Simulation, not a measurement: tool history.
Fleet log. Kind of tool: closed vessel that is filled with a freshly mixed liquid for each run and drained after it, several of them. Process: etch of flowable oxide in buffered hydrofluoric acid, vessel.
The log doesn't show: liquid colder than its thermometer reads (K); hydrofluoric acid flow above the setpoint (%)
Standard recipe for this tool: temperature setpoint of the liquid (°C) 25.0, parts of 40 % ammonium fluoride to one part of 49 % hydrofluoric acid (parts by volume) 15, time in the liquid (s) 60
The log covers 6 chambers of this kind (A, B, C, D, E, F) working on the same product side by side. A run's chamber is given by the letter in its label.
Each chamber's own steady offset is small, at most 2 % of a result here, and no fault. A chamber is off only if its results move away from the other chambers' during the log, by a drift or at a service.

| run | hour | temperature setpoint of the liquid (°C) | parts of 40 % ammonium fluoride to one part of 49 % hydrofluoric acid (parts by volume) | time in the liquid (s) | hours since the thermometer was replaced | hours since the hydrofluoric acid flow meter was replaced | read-back film thickness of the flowable oxide reference wafer, read on the same gauge (nm) | thickness taken off the flowable oxide on a monitor wafer (Å) |
|---|---|---|---|---|---|---|---|---|
| 1C | 12.3 | 25.0 | 15 | 60 | 617.0 | 485.1 | 140.03 | 1134.70 |
| 2B | 21.0 | 25.0 | 15 | 60 | 182.3 | 326.4 | 140.00 | 1154.60 |
| 3E | 32.0 | 25.0 | 15 | 60 | 875.3 | 40.5 | 140.00 | 1167.20 |
| 4F | 39.4 | 25.0 | 15 | 60 | 1157.5 | 78.5 | 139.97 | 1176.80 |
| 5A | 45.3 | 25.0 | 15 | 60 | 492.8 | 613.4 | 140.01 | 1161.00 |
| 6D | 53.2 | 25.0 | 15 | 60 | 60.2 | 555.7 | 140.02 | 1154.60 |
| 7F | 62.9 | 25.0 | 15 | 60 | 1181.0 | 102.0 | 139.97 | 1170.50 |
| 8A | 68.9 | 28.5 | 15 | 80 | 516.4 | 637.0 | 140.01 | 1837.00 |
| 9D | 80.0 | 28.5 | 15 | 80 | 87.0 | 582.5 | 139.98 | 1882.10 |
|  | 83.1 | chamber E: thermometer replaced |
| 10E | 88.5 | 28.5 | 15 | 80 | 5.4 | 97.0 | 140.00 | 1871.40 |
| 11C | 96.6 | 28.5 | 15 | 80 | 701.3 | 569.4 | 140.00 | 1827.60 |
| 12B | 106.2 | 28.5 | 15 | 80 | 267.5 | 411.6 | 140.00 | 1837.40 |
| 13D | 114.6 | 28.5 | 15 | 80 | 121.6 | 617.1 | 140.03 | 1843.50 |
| 14F | 125.3 | 25.0 | 15 | 60 | 1243.4 | 164.4 | 140.02 | 1165.90 |
| 15E | 133.0 | 25.0 | 12 | 45 | 49.9 | 141.5 | 139.97 | 1086.20 |
| 16B | 142.3 | 25.0 | 12 | 45 | 303.6 | 447.7 | 140.01 | 1065.80 |
|  | 150.8 | chamber F: thermometer replaced |
| 17A | 152.0 | 25.0 | 12 | 45 | 599.5 | 720.1 | 140.00 | 1071.00 |
| 18C | 159.3 | 25.0 | 12 | 45 | 764.0 | 632.1 | 139.99 | 1055.50 |
| 19C | 165.0 | 25.0 | 12 | 45 | 769.7 | 637.8 | 140.02 | 1055.20 |
| 20B | 176.3 | 25.0 | 12 | 45 | 337.6 | 481.7 | 140.00 | 1076.70 |
|  | 177.7 | chamber D: hydrofluoric acid flow meter replaced |
|  | 181.6 | chamber A: hydrofluoric acid flow meter replaced |
| 21E | 183.6 | 25.0 | 15 | 60 | 100.5 | 192.1 | 140.04 | 1166.60 |
| 22F | 189.2 | 25.0 | 15 | 60 | 38.4 | 228.3 | 140.00 | 1179.60 |
| 23A | 196.4 | 25.0 | 15 | 60 | 643.9 | 14.8 | 140.02 | 1151.80 |
| 24D | 206.9 | 25.0 | 15 | 60 | 213.9 | 29.3 | 139.93 | 1152.30 |
| 25A | 218.7 | 25.0 | 15 | 45 | 666.2 | 37.1 | 140.00 | 861.30 |
| 26B | 230.0 | 25.0 | 15 | 45 | 391.3 | 535.4 | 140.00 | 873.73 |
| 27F | 236.2 | 25.0 | 15 | 45 | 85.4 | 275.3 | 140.01 | 879.15 |
| 28E | 248.1 | 25.0 | 15 | 45 | 165.0 | 256.6 | 140.00 | 876.03 |
| 29D | 257.9 | 25.0 | 15 | 45 | 264.9 | 80.3 | 140.07 | 874.33 |
| 30C | 264.4 | 25.0 | 15 | 45 | 869.1 | 737.2 | 139.98 | 858.52 |
| 31C | 274.9 | 25.0 | 15 | 60 | 879.6 | 747.7 | 139.99 | 1135.90 |
|  | 279.0 | chamber C: thermometer replaced |
| 32E | 286.4 | 20.5 | 11 | 60 | 203.3 | 294.9 | 139.99 | 1230.00 |
| 33B | 292.7 | 20.5 | 11 | 60 | 454.0 | 598.1 | 139.92 | 1215.80 |
| 34F | 301.2 | 20.5 | 11 | 60 | 150.4 | 340.3 | 140.02 | 1243.10 |
| 35A | 311.7 | 20.5 | 11 | 60 | 759.2 | 130.1 | 139.98 | 1211.30 |
| 36D | 317.7 | 20.5 | 11 | 60 | 324.7 | 140.1 | 140.03 | 1216.70 |
| 37C | 329.9 | 20.5 | 11 | 60 | 50.9 | 802.7 | 140.06 | 1212.80 |
| 38A | 340.8 | 25.0 | 15 | 60 | 788.3 | 159.2 | 139.98 | 1138.10 |
| 39F | 349.5 | 25.0 | 15 | 60 | 198.7 | 388.6 | 139.98 | 1167.90 |

Predict what each chamber gives when all 6 of them run the settings below next.
| 40A | 358.3 | 25.0 | 15 | 60 |  |  |  | ? |
| 40B | 358.3 | 25.0 | 15 | 60 |  |  |  | ? |
| 40C | 358.3 | 25.0 | 15 | 60 |  |  |  | ? |
| 40D | 358.3 | 25.0 | 15 | 60 |  |  |  | ? |
| 40E | 358.3 | 25.0 | 15 | 60 |  |  |  | ? |
| 40F | 358.3 | 25.0 | 15 | 60 |  |  |  | ? |

| run | thickness taken off the flowable oxide on a monitor wafer (Å) |
|---|---|
| 40A | 1150.20 |
| 40B | 1157.30 |
| 40C | 1131.70 |
| 40D | 1165.50 |
| 40E | 1160.40 |
| 40F | 1185.30 |
